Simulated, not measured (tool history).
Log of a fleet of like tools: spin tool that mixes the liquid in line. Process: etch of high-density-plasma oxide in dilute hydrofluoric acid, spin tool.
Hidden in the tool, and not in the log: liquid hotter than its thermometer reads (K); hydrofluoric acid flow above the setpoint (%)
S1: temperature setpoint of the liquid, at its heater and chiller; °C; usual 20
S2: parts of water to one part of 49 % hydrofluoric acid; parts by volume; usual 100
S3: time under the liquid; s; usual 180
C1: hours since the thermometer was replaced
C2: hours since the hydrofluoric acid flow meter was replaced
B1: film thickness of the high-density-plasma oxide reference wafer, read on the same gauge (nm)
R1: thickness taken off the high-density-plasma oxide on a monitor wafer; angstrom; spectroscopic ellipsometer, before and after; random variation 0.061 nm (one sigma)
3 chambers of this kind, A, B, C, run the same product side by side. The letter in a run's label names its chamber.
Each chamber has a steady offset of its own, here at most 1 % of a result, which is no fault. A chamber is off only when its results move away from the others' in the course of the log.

{"run": "1C", "hour": 8.8, "S1": 20, "S2": 100, "S3": 180, "C1": 1840.2, "C2": 1808.5, "B1": 90.004, "R1": 108.29}
{"run": "2A", "hour": 20.3, "S1": 20, "S2": 100, "S3": 180, "C1": 789.0, "C2": 924.9, "B1": 90.006, "R1": 109.08}
{"run": "3B", "hour": 26.3, "S1": 20, "S2": 100, "S3": 180, "C1": 468.7, "C2": 1038.0, "B1": 90.016, "R1": 108.03}
{"run": "4B", "hour": 32.3, "S1": 20, "S2": 100, "S3": 180, "C1": 474.7, "C2": 1044.0, "B1": 89.982, "R1": 108.16}
{"run": "5C", "hour": 44.5, "S1": 20, "S2": 100, "S3": 180, "C1": 1875.9, "C2": 1844.2, "B1": 90.014, "R1": 108.48}
{"run": "6A", "hour": 54.3, "S1": 20, "S2": 100, "S3": 180, "C1": 823.0, "C2": 958.9, "B1": 90.011, "R1": 109.01}
{"run": "7A", "hour": 61.7, "S1": 20, "S2": 100, "S3": 180, "C1": 830.4, "C2": 966.3, "B1": 90.022, "R1": 108.46}
{"run": "8B", "hour": 74.7, "S1": 20, "S2": 100, "S3": 180, "C1": 517.1, "C2": 1086.4, "B1": 90.012, "R1": 108.82}
{"run": "9C", "hour": 80.9, "S1": 20, "S2": 100, "S3": 180, "C1": 1912.3, "C2": 1880.6, "B1": 90.002, "R1": 107.43}
{"run": "10B", "hour": 88.3, "S1": 20, "S2": 100, "S3": 180, "C1": 530.7, "C2": 1100.0, "B1": 89.993, "R1": 108.81}
{"run": "11A", "hour": 99.6, "S1": 20, "S2": 100, "S3": 180, "C1": 868.3, "C2": 1004.2, "B1": 89.99, "R1": 111.35}
{"run": "12C", "hour": 107.6, "S1": 20, "S2": 100, "S3": 90, "C1": 1939.0, "C2": 1907.3, "B1": 89.992, "R1": 53.328}
{"run": "13A", "hour": 115.8, "S1": 20, "S2": 100, "S3": 90, "C1": 884.5, "C2": 1020.4, "B1": 90.028, "R1": 55.848}
{"run": "14B", "hour": 128.5, "S1": 20, "S2": 100, "S3": 90, "C1": 570.9, "C2": 1140.2, "B1": 89.995, "R1": 54.777}
{"run": "15C", "hour": 139.9, "S1": 17, "S2": 70, "S3": 180, "C1": 1971.3, "C2": 1939.6, "B1": 90.004, "R1": 139.31}
{"run": "16C", "hour": 152.8, "S1": 17, "S2": 70, "S3": 180, "C1": 1984.2, "C2": 1952.5, "B1": 90.005, "R1": 140.03}
{"run": "17B", "hour": 158.8, "S1": 17, "S2": 70, "S3": 180, "C1": 601.2, "C2": 1170.5, "B1": 89.976, "R1": 141.62}
{"run": "18A", "hour": 169.8, "S1": 20, "S2": 100, "S3": 180, "C1": 938.5, "C2": 1074.4, "B1": 90.011, "R1": 113.52}
{"run": "19C", "hour": 181.6, "S1": 20, "S2": 100, "S3": 180, "C1": 2013.0, "C2": 1981.3, "B1": 90.008, "R1": 108.62}
{"run": "20B", "hour": 187.9, "S1": 20, "S2": 100, "S3": 180, "C1": 630.3, "C2": 1199.6, "B1": 90.002, "R1": 109.06}
{"run": "21A", "hour": 195.1, "S1": 20, "S2": 100, "S3": 180, "C1": 963.8, "C2": 1099.7, "B1": 89.991, "R1": 116.35}
{"run": "22A", "hour": 201.0, "S1": 20, "S2": 100, "S3": 180, "C1": 969.7, "C2": 1105.6, "B1": 90.013, "R1": 114.72}
{"run": "23B", "hour": 210.4, "S1": 20, "S2": 100, "S3": 180, "C1": 652.8, "C2": 1222.1, "B1": 89.983, "R1": 108.17}
{"run": "24C", "hour": 220.7, "S1": 20, "S2": 100, "S3": 180, "C1": 2052.1, "C2": 2020.4, "B1": 89.985, "R1": 107.63}
{"run": "25C", "hour": 232.0, "S1": 20, "S2": 100, "S3": 180, "C1": 2063.4, "C2": 2031.7, "B1": 90.032, "R1": 109.01}
{"run": "26B", "hour": 238.1, "S1": 20, "S2": 100, "S3": 180, "C1": 680.5, "C2": 1249.8, "B1": 89.997, "R1": 108.76}

What goes on in this fleet: one chamber off, a drifting gauge, or nothing beyond the chambers' own small offsets? Name the chamber and the cause, if any.

Chamber A drifts away from the others.
Cause: liquid hotter than its thermometer reads (K) = 1.8.
The log may not tell that from: hydrofluoric acid flow above the setpoint (%).

Here are 4 candidates for chamber A's next run, each the usual settings with a change, their results left as question marks. Which one brings its results back in line with what the others give on the usual settings?
In line means no further than this from the other chambers' mean on the usual settings: R1 2.200 angstrom
{"run": "27A-1", "hour": 247.5, "S1": 21.0, "S2": 100, "S3": 180, "R1": "?"}
{"run": "27A-2", "hour": 247.5, "S1": 19.5, "S2": 105, "S3": 180, "R1": "?"}
{"run": "27A-3", "hour": 247.5, "S1": 19.0, "S2": 100, "S3": 180, "R1": "?"}
{"run": "27A-4", "hour": 247.5, "S1": 20.0, "S2": 100, "S3": 195, "R1": "?"}

The other chambers' mean on the usual settings: R1 108.610 angstrom
run=27A-1 R1=121.100
run=27A-2 R1=107.750
run=27A-3 R1=111.560
run=27A-4 R1=125.910
27A-2 brings the chamber back in line.
